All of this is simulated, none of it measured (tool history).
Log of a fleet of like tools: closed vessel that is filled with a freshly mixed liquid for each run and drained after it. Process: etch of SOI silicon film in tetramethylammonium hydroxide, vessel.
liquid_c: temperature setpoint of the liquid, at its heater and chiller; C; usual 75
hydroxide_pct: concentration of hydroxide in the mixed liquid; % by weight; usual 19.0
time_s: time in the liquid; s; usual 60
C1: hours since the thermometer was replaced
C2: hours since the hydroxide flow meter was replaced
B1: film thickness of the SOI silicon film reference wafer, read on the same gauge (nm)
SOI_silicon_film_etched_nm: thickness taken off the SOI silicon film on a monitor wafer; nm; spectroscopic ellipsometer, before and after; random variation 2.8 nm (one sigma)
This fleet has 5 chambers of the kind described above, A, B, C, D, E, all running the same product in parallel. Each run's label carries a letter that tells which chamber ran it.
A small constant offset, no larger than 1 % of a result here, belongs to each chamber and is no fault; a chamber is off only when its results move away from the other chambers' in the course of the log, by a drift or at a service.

run 1D day=0.346 | liquid_c=75 hydroxide_pct=19.0 time_s=60 | C1=202.2 C2=1357.4 | B1=100.030 | SOI_silicon_film_etched_nm=442.92
run 2C day=0.829 | liquid_c=75 hydroxide_pct=19.0 time_s=60 | C1=628.1 C2=303.6 | B1=99.980 | SOI_silicon_film_etched_nm=453.58
run 3A day=1.183 | liquid_c=75 hydroxide_pct=19.0 time_s=60 | C1=1249.6 C2=118.7 | B1=99.993 | SOI_silicon_film_etched_nm=445.23
run 4B day=1.467 | liquid_c=75 hydroxide_pct=19.0 time_s=60 | C1=1728.8 C2=1546.1 | B1=100.010 | SOI_silicon_film_etched_nm=453.65
run 5E day=1.888 | liquid_c=75 hydroxide_pct=19.0 time_s=60 | C1=898.9 C2=764.1 | B1=99.982 | SOI_silicon_film_etched_nm=446.01
run 6C day=2.283 | liquid_c=75 hydroxide_pct=19.0 time_s=60 | C1=663.0 C2=338.5 | B1=100.030 | SOI_silicon_film_etched_nm=453.42
run 7A day=2.625 | liquid_c=75 hydroxide_pct=19.0 time_s=60 | C1=1284.2 C2=153.3 | B1=99.998 | SOI_silicon_film_etched_nm=444.73
run 8E day=3.071 | liquid_c=75 hydroxide_pct=19.0 time_s=60 | C1=927.3 C2=792.5 | B1=100.000 | SOI_silicon_film_etched_nm=440.23
run 9B day=3.458 | liquid_c=75 hydroxide_pct=19.0 time_s=60 | C1=1776.6 C2=1593.9 | B1=99.965 | SOI_silicon_film_etched_nm=451.14
-- day=3.850 chamber A: thermometer replaced
run 10D day=3.933 | liquid_c=75 hydroxide_pct=19.0 time_s=60 | C1=288.3 C2=1443.5 | B1=99.983 | SOI_silicon_film_etched_nm=446.95
-- day=3.946 chamber B: hydroxide flow meter replaced
run 11E day=4.425 | liquid_c=75 hydroxide_pct=19.0 time_s=60 | C1=959.8 C2=825.0 | B1=99.977 | SOI_silicon_film_etched_nm=446.97
run 12C day=4.854 | liquid_c=75 hydroxide_pct=19.0 time_s=60 | C1=724.7 C2=400.2 | B1=99.988 | SOI_silicon_film_etched_nm=446.58
run 13D day=5.238 | liquid_c=75 hydroxide_pct=19.0 time_s=60 | C1=319.6 C2=1474.8 | B1=100.020 | SOI_silicon_film_etched_nm=452.52
run 14A day=5.496 | liquid_c=75 hydroxide_pct=23.0 time_s=60 | C1=39.5 C2=222.2 | B1=100.050 | SOI_silicon_film_etched_nm=402.64
run 15B day=5.971 | liquid_c=75 hydroxide_pct=23.0 time_s=60 | C1=1836.9 C2=48.7 | B1=100.010 | SOI_silicon_film_etched_nm=396.86
run 16E day=6.338 | liquid_c=75 hydroxide_pct=23.0 time_s=60 | C1=1005.7 C2=870.9 | B1=100.030 | SOI_silicon_film_etched_nm=396.98
run 17C day=6.796 | liquid_c=75 hydroxide_pct=23.0 time_s=60 | C1=771.3 C2=446.8 | B1=100.000 | SOI_silicon_film_etched_nm=401.76
run 18A day=7.125 | liquid_c=75 hydroxide_pct=23.0 time_s=60 | C1=78.6 C2=261.3 | B1=100.020 | SOI_silicon_film_etched_nm=401.75
run 19D day=7.567 | liquid_c=75 hydroxide_pct=19.0 time_s=30 | C1=375.5 C2=1530.7 | B1=100.010 | SOI_silicon_film_etched_nm=223.95
run 20B day=7.975 | liquid_c=75 hydroxide_pct=19.0 time_s=30 | C1=1885.0 C2=96.8 | B1=100.010 | SOI_silicon_film_etched_nm=224.39
run 21D day=8.312 | liquid_c=75 hydroxide_pct=19.0 time_s=30 | C1=393.4 C2=1548.6 | B1=99.999 | SOI_silicon_film_etched_nm=224.10
run 22E day=8.804 | liquid_c=75 hydroxide_pct=19.0 time_s=30 | C1=1064.9 C2=930.1 | B1=99.971 | SOI_silicon_film_etched_nm=222.89
-- day=9.154 chamber B: thermometer replaced
run 23C day=9.167 | liquid_c=75 hydroxide_pct=19.0 time_s=30 | C1=828.2 C2=503.7 | B1=99.980 | SOI_silicon_film_etched_nm=224.81
run 24B day=9.467 | liquid_c=75 hydroxide_pct=19.0 time_s=60 | C1=7.5 C2=132.6 | B1=100.030 | SOI_silicon_film_etched_nm=453.42
run 25A day=9.850 | liquid_c=75 hydroxide_pct=19.0 time_s=60 | C1=144.0 C2=326.7 | B1=99.972 | SOI_silicon_film_etched_nm=448.99
run 26D day=10.221 | liquid_c=75 hydroxide_pct=19.0 time_s=60 | C1=439.2 C2=1594.4 | B1=99.975 | SOI_silicon_film_etched_nm=446.63
run 27B day=10.629 | liquid_c=75 hydroxide_pct=19.0 time_s=60 | C1=35.4 C2=160.5 | B1=99.995 | SOI_silicon_film_etched_nm=450.05
run 28E day=11.075 | liquid_c=69 hydroxide_pct=19.0 time_s=60 | C1=1119.4 C2=984.6 | B1=100.000 | SOI_silicon_film_etched_nm=308.30
run 29A day=11.329 | liquid_c=69 hydroxide_pct=19.0 time_s=60 | C1=179.5 C2=362.2 | B1=99.970 | SOI_silicon_film_etched_nm=318.02
run 30C day=11.604 | liquid_c=69 hydroxide_pct=19.0 time_s=60 | C1=886.7 C2=562.2 | B1=99.999 | SOI_silicon_film_etched_nm=321.87
run 31C day=12.054 | liquid_c=69 hydroxide_pct=19.0 time_s=60 | C1=897.5 C2=573.0 | B1=100.040 | SOI_silicon_film_etched_nm=322.02
run 32D day=12.546 | liquid_c=69 hydroxide_pct=19.0 time_s=60 | C1=495.0 C2=1650.2 | B1=99.982 | SOI_silicon_film_etched_nm=317.04
-- day=12.917 chamber A: hydroxide flow meter replaced
run 33A day=13.017 | liquid_c=75 hydroxide_pct=19.0 time_s=60 | C1=220.0 C2=2.4 | B1=100.020 | SOI_silicon_film_etched_nm=447.51
run 34B day=13.292 | liquid_c=75 hydroxide_pct=19.0 time_s=60 | C1=99.3 C2=224.4 | B1=99.989 | SOI_silicon_film_etched_nm=449.15
run 35E day=13.608 | liquid_c=75 hydroxide_pct=19.0 time_s=60 | C1=1180.2 C2=1045.4 | B1=100.010 | SOI_silicon_film_etched_nm=429.47
run 36C day=14.038 | liquid_c=75 hydroxide_pct=19.0 time_s=60 | C1=945.1 C2=620.6 | B1=99.996 | SOI_silicon_film_etched_nm=455.74
run 37E day=14.471 | liquid_c=75 hydroxide_pct=19.0 time_s=60 | C1=1200.9 C2=1066.1 | B1=99.984 | SOI_silicon_film_etched_nm=431.01
run 38D day=14.796 | liquid_c=75 hydroxide_pct=19.0 time_s=60 | C1=549.0 C2=1704.2 | B1=99.990 | SOI_silicon_film_etched_nm=447.61
run 39B day=15.033 | liquid_c=75 hydroxide_pct=19.0 time_s=90 | C1=141.1 C2=266.2 | B1=100.010 | SOI_silicon_film_etched_nm=670.67
run 40A day=15.321 | liquid_c=75 hydroxide_pct=19.0 time_s=90 | C1=275.3 C2=57.7 | B1=100.020 | SOI_silicon_film_etched_nm=668.57
run 41E day=15.808 | liquid_c=75 hydroxide_pct=19.0 time_s=90 | C1=1233.0 C2=1098.2 | B1=100.020 | SOI_silicon_film_etched_nm=644.03
run 42D day=16.229 | liquid_c=75 hydroxide_pct=19.0 time_s=90 | C1=583.4 C2=1738.6 | B1=100.000 | SOI_silicon_film_etched_nm=672.69

Predict what each chamber gives when all 5 of them run the settings below next.
run 43A day=16.583 | liquid_c=75 hydroxide_pct=15.5 time_s=60 | SOI_silicon_film_etched_nm=?
run 43B day=16.583 | liquid_c=75 hydroxide_pct=15.5 time_s=60 | SOI_silicon_film_etched_nm=?
run 43C day=16.583 | liquid_c=75 hydroxide_pct=15.5 time_s=60 | SOI_silicon_film_etched_nm=?
run 43D day=16.583 | liquid_c=75 hydroxide_pct=15.5 time_s=60 | SOI_silicon_film_etched_nm=?
run 43E day=16.583 | liquid_c=75 hydroxide_pct=15.5 time_s=60 | SOI_silicon_film_etched_nm=?

run=43A SOI_silicon_film_etched_nm=480.63
run=43B SOI_silicon_film_etched_nm=479.72
run=43C SOI_silicon_film_etched_nm=486.81
run=43D SOI_silicon_film_etched_nm=486.13
run=43E SOI_silicon_film_etched_nm=463.19

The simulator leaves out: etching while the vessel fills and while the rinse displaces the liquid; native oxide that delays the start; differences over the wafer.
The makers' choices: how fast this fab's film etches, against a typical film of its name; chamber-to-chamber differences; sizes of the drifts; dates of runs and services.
